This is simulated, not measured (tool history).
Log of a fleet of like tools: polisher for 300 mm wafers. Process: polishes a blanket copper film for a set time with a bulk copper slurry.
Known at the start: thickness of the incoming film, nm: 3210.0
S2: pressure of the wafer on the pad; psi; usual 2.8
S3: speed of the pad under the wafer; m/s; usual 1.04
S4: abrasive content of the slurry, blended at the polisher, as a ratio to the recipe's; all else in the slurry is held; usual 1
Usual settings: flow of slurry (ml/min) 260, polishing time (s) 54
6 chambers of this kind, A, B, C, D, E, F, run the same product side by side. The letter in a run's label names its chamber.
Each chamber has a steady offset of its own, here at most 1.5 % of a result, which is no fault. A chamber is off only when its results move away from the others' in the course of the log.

{"hour": 0.6, "done": "chamber F: slurry blender recalibrated"}
{"hour": 3.8, "done": "chamber A: worn pad replaced by a new one"}
{"hour": 6.6, "done": "chamber B: head pressure recalibrated"}
{"run": "1B", "hour": 9.4, "flow of slurry (ml/min)": 260, "S2": 2.8, "S3": 1.04, "S4": 1, "polishing time (s)": 54, "film removed (nm)": 425.83}
{"hour": 13.5, "done": "chamber C: slurry nozzle cleaned"}
{"run": "2D", "hour": 17.5, "flow of slurry (ml/min)": 260, "S2": 2.8, "S3": 1.04, "S4": 1, "polishing time (s)": 54, "film removed (nm)": 414.53}
{"hour": 19.5, "done": "chamber E: slurry nozzle cleaned"}
{"run": "3E", "hour": 23.1, "flow of slurry (ml/min)": 260, "S2": 2.8, "S3": 1.04, "S4": 1, "polishing time (s)": 54, "film removed (nm)": 428.01}
{"run": "4A", "hour": 27.6, "flow of slurry (ml/min)": 260, "S2": 2.8, "S3": 1.04, "S4": 1, "polishing time (s)": 54, "film removed (nm)": 418.9}
{"run": "5C", "hour": 33.8, "flow of slurry (ml/min)": 260, "S2": 2.8, "S3": 1.04, "S4": 1, "polishing time (s)": 54, "film removed (nm)": 409.46}
{"hour": 38.2, "done": "chamber D: worn pad replaced by a new one"}
{"hour": 38.9, "done": "chamber A: slurry blender recalibrated"}
{"hour": 39.3, "done": "chamber E: worn pad replaced by a new one"}
{"hour": 39.8, "done": "chamber B: worn pad replaced by a new one"}
{"run": "6F", "hour": 40.9, "flow of slurry (ml/min)": 260, "S2": 2.8, "S3": 1.04, "S4": 1, "polishing time (s)": 54, "film removed (nm)": 409.03}
{"hour": 41.0, "done": "chamber C: worn pad replaced by a new one"}
{"run": "7D", "hour": 48.4, "flow of slurry (ml/min)": 260, "S2": 2.8, "S3": 1.04, "S4": 1, "polishing time (s)": 54, "film removed (nm)": 416.8}
{"hour": 52.0, "done": "chamber A: worn pad replaced by a new one"}
{"run": "8B", "hour": 54.2, "flow of slurry (ml/min)": 260, "S2": 2.8, "S3": 1.04, "S4": 1, "polishing time (s)": 61, "film removed (nm)": 464.08}
{"run": "9C", "hour": 59.2, "flow of slurry (ml/min)": 260, "S2": 2.8, "S3": 1.04, "S4": 1, "polishing time (s)": 61, "film removed (nm)": 478.44}
{"hour": 67.3, "done": "chamber B: slurry blender recalibrated"}
{"run": "10E", "hour": 68.8, "flow of slurry (ml/min)": 260, "S2": 2.8, "S3": 1.04, "S4": 1, "polishing time (s)": 61, "film removed (nm)": 468.99}
{"run": "11A", "hour": 74.6, "flow of slurry (ml/min)": 260, "S2": 2.8, "S3": 1.04, "S4": 1, "polishing time (s)": 61, "film removed (nm)": 467}
{"hour": 75.7, "done": "chamber A: slurry nozzle cleaned"}
{"run": "12F", "hour": 80.9, "flow of slurry (ml/min)": 260, "S2": 2.8, "S3": 1.04, "S4": 1, "polishing time (s)": 61, "film removed (nm)": 470.13}
{"hour": 85.1, "done": "chamber F: worn pad replaced by a new one"}
{"run": "13E", "hour": 85.2, "flow of slurry (ml/min)": 260, "S2": 2.8, "S3": 1.04, "S4": 1, "polishing time (s)": 61, "film removed (nm)": 472.52}
{"run": "14C", "hour": 91.1, "flow of slurry (ml/min)": 260, "S2": 2.8, "S3": 1.04, "S4": 1, "polishing time (s)": 54, "film removed (nm)": 417.2}
{"hour": 97.3, "done": "chamber D: worn pad replaced by a new one"}
{"run": "15D", "hour": 100.7, "flow of slurry (ml/min)": 260, "S2": 2.8, "S3": 1.04, "S4": 1, "polishing time (s)": 54, "film removed (nm)": 421.02}
{"hour": 101.4, "done": "chamber E: worn pad replaced by a new one"}
{"hour": 105.2, "done": "chamber C: slurry blender recalibrated"}
{"hour": 106.8, "done": "chamber D: slurry nozzle cleaned"}
{"run": "16A", "hour": 109.2, "flow of slurry (ml/min)": 260, "S2": 2.8, "S3": 1.04, "S4": 1, "polishing time (s)": 54, "film removed (nm)": 424.03}
{"hour": 112.6, "done": "chamber A: worn pad replaced by a new one"}
{"run": "17B", "hour": 118.4, "flow of slurry (ml/min)": 260, "S2": 2.8, "S3": 1.04, "S4": 1, "polishing time (s)": 54, "film removed (nm)": 415.05}
{"run": "18F", "hour": 123.8, "flow of slurry (ml/min)": 260, "S2": 2.8, "S3": 1.04, "S4": 1, "polishing time (s)": 54, "film removed (nm)": 413.18}
{"hour": 128.8, "done": "chamber B: worn pad replaced by a new one"}
{"run": "19A", "hour": 131.7, "flow of slurry (ml/min)": 260, "S2": 2.8, "S3": 1.04, "S4": 1, "polishing time (s)": 54, "film removed (nm)": 413.75}
{"run": "20E", "hour": 141.2, "flow of slurry (ml/min)": 170, "S2": 2.8, "S3": 1.04, "S4": 1.15, "polishing time (s)": 54, "film removed (nm)": 405.62}
{"run": "21F", "hour": 149.7, "flow of slurry (ml/min)": 170, "S2": 2.8, "S3": 1.04, "S4": 1.15, "polishing time (s)": 54, "film removed (nm)": 399.82}
{"hour": 152.6, "done": "chamber D: worn pad replaced by a new one"}
{"run": "22D", "hour": 157.2, "flow of slurry (ml/min)": 170, "S2": 2.8, "S3": 1.04, "S4": 1.15, "polishing time (s)": 54, "film removed (nm)": 410.14}
{"hour": 159.5, "done": "chamber A: worn pad replaced by a new one"}
{"hour": 162.1, "done": "chamber C: worn pad replaced by a new one"}
{"run": "23C", "hour": 163.8, "flow of slurry (ml/min)": 170, "S2": 2.8, "S3": 1.04, "S4": 1.15, "polishing time (s)": 54, "film removed (nm)": 408.35}
{"hour": 164.9, "done": "chamber E: worn pad replaced by a new one"}
{"run": "24B", "hour": 170.3, "flow of slurry (ml/min)": 170, "S2": 2.8, "S3": 1.04, "S4": 1.15, "polishing time (s)": 54, "film removed (nm)": 410.97}
{"run": "25D", "hour": 175.9, "flow of slurry (ml/min)": 170, "S2": 2.8, "S3": 1.04, "S4": 1.15, "polishing time (s)": 54, "film removed (nm)": 405.37}
{"run": "26B", "hour": 185.1, "flow of slurry (ml/min)": 260, "S2": 2.8, "S3": 1.04, "S4": 1, "polishing time (s)": 54, "film removed (nm)": 420.81}
{"hour": 190.3, "done": "chamber F: worn pad replaced by a new one"}
{"run": "27C", "hour": 191.7, "flow of slurry (ml/min)": 260, "S2": 2.8, "S3": 1.04, "S4": 1, "polishing time (s)": 54, "film removed (nm)": 415.43}
{"run": "28F", "hour": 196.9, "flow of slurry (ml/min)": 260, "S2": 2.8, "S3": 1.04, "S4": 1, "polishing time (s)": 54, "film removed (nm)": 398.01}
{"hour": 201.7, "done": "chamber B: worn pad replaced by a new one"}
{"hour": 203.2, "done": "chamber D: worn pad replaced by a new one"}
{"run": "29A", "hour": 203.2, "flow of slurry (ml/min)": 260, "S2": 2.8, "S3": 1.16, "S4": 1, "polishing time (s)": 54, "film removed (nm)": 470.07}
{"hour": 207.4, "done": "chamber E: slurry blender recalibrated"}
{"hour": 208.7, "done": "chamber A: worn pad replaced by a new one"}
{"run": "30E", "hour": 209.4, "flow of slurry (ml/min)": 260, "S2": 2.8, "S3": 1.16, "S4": 1, "polishing time (s)": 54, "film removed (nm)": 466.76}
{"run": "31F", "hour": 217.7, "flow of slurry (ml/min)": 260, "S2": 2.8, "S3": 1.16, "S4": 1, "polishing time (s)": 54, "film removed (nm)": 452.69}
{"hour": 224.1, "done": "chamber B: slurry blender recalibrated"}
{"run": "32B", "hour": 225.9, "flow of slurry (ml/min)": 260, "S2": 2.8, "S3": 1.16, "S4": 1, "polishing time (s)": 54, "film removed (nm)": 465.49}
{"hour": 230.8, "done": "chamber E: worn pad replaced by a new one"}
{"run": "33A", "hour": 235.3, "flow of slurry (ml/min)": 260, "S2": 2.8, "S3": 1.16, "S4": 1, "polishing time (s)": 54, "film removed (nm)": 470.97}
{"run": "34C", "hour": 239.8, "flow of slurry (ml/min)": 260, "S2": 2.8, "S3": 1.16, "S4": 1, "polishing time (s)": 54, "film removed (nm)": 470.33}
{"run": "35D", "hour": 249.2, "flow of slurry (ml/min)": 260, "S2": 2.8, "S3": 1.04, "S4": 1, "polishing time (s)": 54, "film removed (nm)": 418.82}
{"hour": 251.7, "done": "chamber E: slurry nozzle cleaned"}
{"run": "36E", "hour": 254.6, "flow of slurry (ml/min)": 260, "S2": 2.8, "S3": 1.04, "S4": 1, "polishing time (s)": 54, "film removed (nm)": 415.33}
{"run": "37B", "hour": 262.5, "flow of slurry (ml/min)": 260, "S2": 2.8, "S3": 1.04, "S4": 1, "polishing time (s)": 54, "film removed (nm)": 413.55}
{"run": "38C", "hour": 270.3, "flow of slurry (ml/min)": 260, "S2": 2.8, "S3": 1.04, "S4": 1, "polishing time (s)": 54, "film removed (nm)": 415.22}

All 6 chambers run these settings next. Forecast each chamber's results:
{"run": "39A", "hour": 277.4, "flow of slurry (ml/min)": 260, "S2": 2.8, "S3": 1.04, "S4": 1, "polishing time (s)": 54, "film removed (nm)": "?"}
{"run": "39B", "hour": 277.4, "flow of slurry (ml/min)": 260, "S2": 2.8, "S3": 1.04, "S4": 1, "polishing time (s)": 54, "film removed (nm)": "?"}
{"run": "39C", "hour": 277.4, "flow of slurry (ml/min)": 260, "S2": 2.8, "S3": 1.04, "S4": 1, "polishing time (s)": 54, "film removed (nm)": "?"}
{"run": "39D", "hour": 277.4, "flow of slurry (ml/min)": 260, "S2": 2.8, "S3": 1.04, "S4": 1, "polishing time (s)": 54, "film removed (nm)": "?"}
{"run": "39E", "hour": 277.4, "flow of slurry (ml/min)": 260, "S2": 2.8, "S3": 1.04, "S4": 1, "polishing time (s)": 54, "film removed (nm)": "?"}
{"run": "39F", "hour": 277.4, "flow of slurry (ml/min)": 260, "S2": 2.8, "S3": 1.04, "S4": 1, "polishing time (s)": 54, "film removed (nm)": "?"}

run=39A film_removed_(nm)=421.56
run=39B film_removed_(nm)=414.61
run=39C film_removed_(nm)=409.44
run=39D film_removed_(nm)=420.53
run=39E film_removed_(nm)=424.35
run=39F film_removed_(nm)=413.14
